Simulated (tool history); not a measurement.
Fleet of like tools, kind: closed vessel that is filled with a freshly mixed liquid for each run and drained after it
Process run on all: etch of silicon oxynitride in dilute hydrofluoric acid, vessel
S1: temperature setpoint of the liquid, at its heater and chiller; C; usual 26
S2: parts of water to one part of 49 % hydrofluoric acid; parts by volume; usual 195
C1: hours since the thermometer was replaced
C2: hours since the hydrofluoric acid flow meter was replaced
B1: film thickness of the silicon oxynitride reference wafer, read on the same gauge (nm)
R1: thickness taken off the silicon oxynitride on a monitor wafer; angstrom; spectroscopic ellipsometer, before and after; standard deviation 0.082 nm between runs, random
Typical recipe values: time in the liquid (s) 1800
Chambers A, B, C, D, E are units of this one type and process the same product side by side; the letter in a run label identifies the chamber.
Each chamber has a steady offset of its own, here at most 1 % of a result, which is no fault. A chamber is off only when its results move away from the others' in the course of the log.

Run 1A, hour 5.6: usual settings; C1 1544.3; C2 133; B1 109.99. Result: R1 134.09 angstrom.
Run 2B, hour 11: usual settings; C1 70.6; C2 142.9; B1 110.01. Result: R1 134.53 angstrom.
Run 3C, hour 17.1: usual settings; C1 1817.5; C2 851.7; B1 110.02. Result: R1 134.57 angstrom.
Run 4D, hour 21.5: usual settings; C1 85.5; C2 410.9; B1 109.97. Result: R1 134.18 angstrom.
Run 5E, hour 27.1: usual settings; C1 424.6; C2 580.3; B1 109.98. Result: R1 134.23 angstrom.
Run 6A, hour 33.8: usual settings; C1 1572.5; C2 161.2; B1 110.01. Result: R1 135.02 angstrom.
Run 7C, hour 40.3: usual settings but S2 255 parts by volume; C1 1840.7; C2 874.9; B1 110.02. Result: R1 97.622 angstrom.
Run 8B, hour 46.8: usual settings but S2 255 parts by volume; C1 106.4; C2 178.7; B1 110. Result: R1 99.341 angstrom.
Run 9E, hour 52.2: usual settings but S2 255 parts by volume; C1 449.7; C2 605.4; B1 109.99. Result: R1 97.826 angstrom.
Run 10D, hour 58.7: usual settings but S2 255 parts by volume; C1 122.7; C2 448.1; B1 110.02. Result: R1 96.522 angstrom.
Run 11D, hour 63: usual settings but S2 255 parts by volume; C1 127; C2 452.4; B1 110. Result: R1 97.924 angstrom.
At hour 66.2: chamber C: hydrofluoric acid flow meter replaced.
Run 12E, hour 67.8: usual settings; C1 465.3; C2 621; B1 109.98. Result: R1 135.46 angstrom.
Run 13A, hour 71.4: usual settings; C1 1610.1; C2 198.8; B1 110. Result: R1 134.29 angstrom.
Run 14B, hour 76.7: usual settings but S2 145 parts by volume; C1 136.3; C2 208.6; B1 110.01. Result: R1 189.15 angstrom.
Run 15C, hour 80.5: usual settings but S2 145 parts by volume; C1 1880.9; C2 14.3; B1 110. Result: R1 188.47 angstrom.
Run 16D, hour 86.8: usual settings but S2 145 parts by volume; C1 150.8; C2 476.2; B1 110. Result: R1 185.99 angstrom.
Run 17B, hour 90.2: usual settings but S2 145 parts by volume; C1 149.8; C2 222.1; B1 110.01. Result: R1 186.51 angstrom.
Run 18C, hour 96.4: usual settings but S2 145 parts by volume; C1 1896.8; C2 30.2; B1 110. Result: R1 189.96 angstrom.
Run 19E, hour 102.2: usual settings; C1 499.7; C2 655.4; B1 109.99. Result: R1 132.72 angstrom.
Run 20A, hour 107.8: usual settings; C1 1646.5; C2 235.2; B1 110. Result: R1 135.14 angstrom.
Run 21C, hour 114: usual settings; C1 1914.4; C2 47.8; B1 110.04. Result: R1 134.86 angstrom.
Run 22E, hour 120.4: usual settings; C1 517.9; C2 673.6; B1 109.98. Result: R1 132.31 angstrom.
Run 23B, hour 125.5: usual settings; C1 185.1; C2 257.4; B1 110. Result: R1 136.14 angstrom.
Run 24D, hour 130.6: usual settings; C1 194.6; C2 520; B1 109.98. Result: R1 133.54 angstrom.
Run 25A, hour 136.4: usual settings; C1 1675.1; C2 263.8; B1 110. Result: R1 134.89 angstrom.
Run 26B, hour 142.6: usual settings; C1 202.2; C2 274.5; B1 110. Result: R1 133.32 angstrom.
Run 27A, hour 145.6: usual settings; C1 1684.3; C2 273; B1 109.99. Result: R1 134.2 angstrom.
Run 28D, hour 149: usual settings; C1 213; C2 538.4; B1 110. Result: R1 134.24 angstrom.
Run 29E, hour 155.1: usual settings; C1 552.6; C2 708.3; B1 110. Result: R1 133.59 angstrom.
Run 30C, hour 159.3: usual settings; C1 1959.7; C2 93.1; B1 110.01. Result: R1 133.96 angstrom.
Run 31A, hour 163.2: usual settings; C1 1701.9; C2 290.6; B1 110.02. Result: R1 133.07 angstrom.
Run 32B, hour 167: usual settings but S1 31 C, S2 150 parts by volume; C1 226.6; C2 298.9; B1 110. Result: R1 223.22 angstrom.
Run 33C, hour 173.8: usual settings but S1 31 C, S2 150 parts by volume; C1 1974.2; C2 107.6; B1 109.98. Result: R1 228.37 angstrom.
Run 34E, hour 178.2: usual settings but S1 31 C, S2 150 parts by volume; C1 575.7; C2 731.4; B1 109.99. Result: R1 223.07 angstrom.
Run 35D, hour 184.8: usual settings but S1 31 C, S2 150 parts by volume; C1 248.8; C2 574.2; B1 109.98. Result: R1 222.88 angstrom.
Run 36D, hour 187.9: usual settings but S1 31 C, S2 150 parts by volume; C1 251.9; C2 577.3; B1 110.01. Result: R1 221.28 angstrom.
Run 37A, hour 192.6: usual settings; C1 1731.3; C2 320; B1 110. Result: R1 132.58 angstrom.
Run 38C, hour 196.2: usual settings; C1 1996.6; C2 130; B1 110.01. Result: R1 134.45 angstrom.

Has any chamber moved away from the others, gradually or after a service, or does the common gauge drift, or do the chambers differ only by their own small steady offsets? State the chamber and the most likely cause if one applies.

Beyond each chamber's small constant offset nothing stands out, and the gauge stays steady.
